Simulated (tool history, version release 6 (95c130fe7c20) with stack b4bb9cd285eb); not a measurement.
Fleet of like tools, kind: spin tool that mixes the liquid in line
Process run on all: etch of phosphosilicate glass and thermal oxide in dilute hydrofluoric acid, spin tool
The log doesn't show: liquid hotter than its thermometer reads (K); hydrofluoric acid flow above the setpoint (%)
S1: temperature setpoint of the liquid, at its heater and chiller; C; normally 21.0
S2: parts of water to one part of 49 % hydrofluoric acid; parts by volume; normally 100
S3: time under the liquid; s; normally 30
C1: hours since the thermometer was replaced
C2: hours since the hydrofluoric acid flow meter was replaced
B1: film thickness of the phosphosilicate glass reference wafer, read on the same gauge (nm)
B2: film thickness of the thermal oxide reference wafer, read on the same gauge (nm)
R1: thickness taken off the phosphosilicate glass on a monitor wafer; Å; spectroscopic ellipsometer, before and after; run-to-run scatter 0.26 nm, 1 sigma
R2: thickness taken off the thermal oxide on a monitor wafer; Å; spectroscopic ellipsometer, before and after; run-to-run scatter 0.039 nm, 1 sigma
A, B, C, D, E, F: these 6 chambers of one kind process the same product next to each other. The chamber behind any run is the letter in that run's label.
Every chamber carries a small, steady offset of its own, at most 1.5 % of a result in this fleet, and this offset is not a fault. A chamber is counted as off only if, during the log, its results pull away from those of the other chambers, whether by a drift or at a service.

Run 1D, day 0.542: usual settings; C1 147.9; C2 194.7; B1 129.95; B2 119.99. Result: R1 356.63 Å, R2 13.4620 Å.
Run 2E, day 1.104: usual settings; C1 88.9; C2 403.4; B1 130.03; B2 120.01. Result: R1 352.26 Å, R2 13.1090 Å.
At day 1.167: chamber E: hydrofluoric acid flow meter replaced.
Run 3C, day 1.558: usual settings; C1 870.2; C2 714.4; B1 130.05; B2 119.99. Result: R1 355.68 Å, R2 12.9810 Å.
Run 4B, day 2.050: usual settings; C1 802.1; C2 472.0; B1 130.03; B2 120.03. Result: R1 354.91 Å, R2 12.5090 Å.
Run 5F, day 2.329: usual settings but S1 25.5 C, S3 45 s; C1 2216.6; C2 281.2; B1 129.98; B2 120.01. Result: R1 633.95 Å, R2 23.2140 Å.
Run 6A, day 2.908: usual settings but S1 25.5 C, S3 45 s; C1 247.2; C2 558.8; B1 129.98; B2 119.98. Result: R1 634.81 Å, R2 21.6900 Å.
Run 7E, day 3.250: usual settings but S1 25.5 C, S3 45 s; C1 140.4; C2 50.0; B1 129.97; B2 120.01. Result: R1 630.96 Å, R2 23.3680 Å.
Run 8A, day 3.767: usual settings but S1 25.5 C, S3 45 s; C1 267.8; C2 579.4; B1 130.02; B2 120.01. Result: R1 638.59 Å, R2 21.7890 Å.
At day 4.000: chamber B: thermometer replaced.
Run 9B, day 4.054: usual settings but S1 25.5 C, S3 45 s; C1 1.4; C2 520.1; B1 129.99; B2 120.02. Result: R1 631.46 Å, R2 22.5420 Å.
Run 10F, day 4.412: usual settings but S1 25.5 C, S3 45 s; C1 2266.6; C2 331.2; B1 129.99; B2 120.00. Result: R1 644.44 Å, R2 23.5700 Å.
Run 11D, day 5.029: usual settings; C1 255.6; C2 302.4; B1 129.97; B2 120.01. Result: R1 355.96 Å, R2 12.6610 Å.
Run 12C, day 5.300: usual settings; C1 960.0; C2 804.2; B1 130.05; B2 119.99. Result: R1 358.13 Å, R2 13.3420 Å.
Run 13F, day 5.842: usual settings; C1 2300.9; C2 365.5; B1 130.05; B2 119.99. Result: R1 357.20 Å, R2 13.2360 Å.
Run 14A, day 6.400: usual settings; C1 331.0; C2 642.6; B1 129.95; B2 120.01. Result: R1 355.11 Å, R2 13.0510 Å.
Run 15B, day 6.854: usual settings; C1 68.6; C2 587.3; B1 130.01; B2 120.00. Result: R1 358.39 Å, R2 11.7200 Å.
Run 16C, day 7.208: usual settings; C1 1005.8; C2 850.0; B1 130.02; B2 120.01. Result: R1 358.61 Å, R2 13.0790 Å.
Run 17E, day 7.654: usual settings; C1 246.1; C2 155.7; B1 130.01; B2 120.00. Result: R1 349.55 Å, R2 13.0020 Å.
At day 7.733: chamber F: thermometer replaced.
Run 18D, day 7.979: usual settings; C1 326.4; C2 373.2; B1 130.01; B2 119.99. Result: R1 353.71 Å, R2 13.3360 Å.
Run 19F, day 8.596: usual settings; C1 20.7; C2 431.6; B1 130.01; B2 120.00. Result: R1 360.55 Å, R2 12.6560 Å.
Run 20D, day 8.988: usual settings; C1 350.6; C2 397.4; B1 130.02; B2 120.02. Result: R1 352.08 Å, R2 12.3960 Å.
Run 21B, day 9.588: usual settings; C1 134.2; C2 652.9; B1 129.96; B2 120.01. Result: R1 353.47 Å, R2 13.1580 Å.
Run 22A, day 10.062: usual settings but S3 35 s; C1 418.9; C2 730.5; B1 130.07; B2 120.01. Result: R1 415.69 Å, R2 14.2000 Å.
Run 23E, day 10.421: usual settings but S3 35 s; C1 312.5; C2 222.1; B1 130.03; B2 119.99. Result: R1 407.21 Å, R2 15.4090 Å.
Run 24C, day 11.004: usual settings but S3 35 s; C1 1096.9; C2 941.1; B1 129.99; B2 119.99. Result: R1 416.71 Å, R2 14.0900 Å.
Run 25E, day 11.512: usual settings but S3 35 s; C1 338.7; C2 248.3; B1 129.97; B2 120.00. Result: R1 410.12 Å, R2 14.6970 Å.
Run 26C, day 12.108: usual settings but S3 35 s; C1 1123.4; C2 967.6; B1 130.00; B2 120.00. Result: R1 415.17 Å, R2 14.4880 Å.
Run 27D, day 12.679: usual settings but S3 35 s; C1 439.2; C2 486.0; B1 129.97; B2 120.00. Result: R1 410.43 Å, R2 14.8230 Å.
Run 28B, day 13.208: usual settings; C1 221.1; C2 739.8; B1 130.05; B2 119.98. Result: R1 355.22 Å, R2 12.8920 Å.
Run 29A, day 13.742: usual settings; C1 507.2; C2 818.8; B1 130.04; B2 119.98. Result: R1 355.16 Å, R2 12.8020 Å.
Run 30F, day 14.079: usual settings; C1 152.3; C2 563.2; B1 130.01; B2 120.02. Result: R1 358.18 Å, R2 12.8360 Å.
Run 31C, day 14.683: usual settings; C1 1185.2; C2 1029.4; B1 129.96; B2 120.03. Result: R1 354.95 Å, R2 12.7400 Å.
Run 32D, day 15.179: usual settings; C1 499.2; C2 546.0; B1 129.97; B2 119.97. Result: R1 357.48 Å, R2 12.4780 Å.
At day 15.296: chamber C: thermometer replaced.
Run 33A, day 15.575: usual settings but S2 55 parts by volume, S3 40 s; C1 551.2; C2 862.8; B1 130.01; B2 120.00. Result: R1 905.24 Å, R2 32.0770 Å.
Run 34F, day 15.979: usual settings but S2 55 parts by volume, S3 40 s; C1 197.9; C2 608.8; B1 130.02; B2 119.99. Result: R1 902.81 Å, R2 32.5610 Å.
Run 35B, day 16.508: usual settings but S2 55 parts by volume, S3 40 s; C1 300.3; C2 819.0; B1 129.99; B2 119.99. Result: R1 909.53 Å, R2 31.8310 Å.
Run 36E, day 16.779: usual settings but S2 55 parts by volume, S3 40 s; C1 465.1; C2 374.7; B1 130.03; B2 120.01. Result: R1 896.10 Å, R2 30.4400 Å.
Run 37E, day 17.117: usual settings but S2 55 parts by volume, S3 40 s; C1 473.2; C2 382.8; B1 129.99; B2 119.99. Result: R1 907.68 Å, R2 31.8880 Å.
Run 38C, day 17.667: usual settings but S2 55 parts by volume, S3 40 s; C1 56.9; C2 1101.0; B1 129.99; B2 120.01. Result: R1 895.00 Å, R2 30.8170 Å.
Run 39B, day 17.950: usual settings; C1 334.9; C2 853.6; B1 129.99; B2 120.01. Result: R1 353.74 Å, R2 12.7780 Å.
Run 40F, day 18.367: usual settings; C1 255.2; C2 666.1; B1 129.97; B2 120.03. Result: R1 358.87 Å, R2 12.7680 Å.

Which is it: a chamber that has drifted or been left off by a service, a gauge drift common to all chambers, or only each chamber's usual small offset? If a chamber is off, name it and its likeliest cause.

All chambers stay in line apart from their small fixed offsets, and the gauge does not drift.
